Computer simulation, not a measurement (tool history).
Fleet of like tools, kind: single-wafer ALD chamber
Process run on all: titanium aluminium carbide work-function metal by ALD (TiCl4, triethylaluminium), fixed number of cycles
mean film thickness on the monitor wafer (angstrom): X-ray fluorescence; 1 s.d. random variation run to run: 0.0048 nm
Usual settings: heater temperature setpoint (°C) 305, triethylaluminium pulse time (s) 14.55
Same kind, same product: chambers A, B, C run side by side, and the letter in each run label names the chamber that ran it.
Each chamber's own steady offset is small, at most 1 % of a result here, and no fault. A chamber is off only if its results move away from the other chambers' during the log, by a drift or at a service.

run	day	heater temperature setpoint (°C)	triethylaluminium pulse time (s)	read-back reference wafer on the same gauge, thickness_nm	mean film thickness on the monitor wafer (angstrom)
1B	0.146	305	14.55	1.9604	20.882
2C	0.35	305	14.55	1.96	20.863
3A	0.438	305	14.55	1.9594	20.861
4B	0.583	305	14.55	1.9596	20.84
5C	0.717	305	14.55	1.9595	20.873
6A	0.858	315	10.33	1.9596	21.425
7B	1.054	315	10.33	1.9612	21.246
8C	1.158	315	10.33	1.9604	21.169
9A	1.288	305	14.55	1.9602	20.916
10C	1.454	305	14.55	1.9593	20.798
11B	1.579	305	14.55	1.9601	20.868
12A	1.683	305	14.55	1.9601	20.795
13C	1.879	311	10.45	1.961	20.929
14B	1.983	311	10.45	1.9596	20.835
15A	2.188	311	10.45	1.9611	20.569
16A	2.35	305	14.55	1.9599	20.697
17C	2.525	305	14.55	1.9611	20.88
18B	2.642	305	14.55	1.9594	20.896
19B	2.821	305	14.55	1.9596	20.862
20A	2.971	305	14.55	1.9592	20.516
21C	3.138	305	14.55	1.9597	20.785
22C	3.338	305	14.55	1.9603	20.817

All chambers now run identical settings, listed one chamber a line with results as question marks. What results will each chamber show?
23A	3.483	297	14.55		?
23B	3.483	297	14.55		?
23C	3.483	297	14.55		?

run	mean film thickness on the monitor wafer (angstrom)
23A	19.721
23B	20.095
23C	20.15
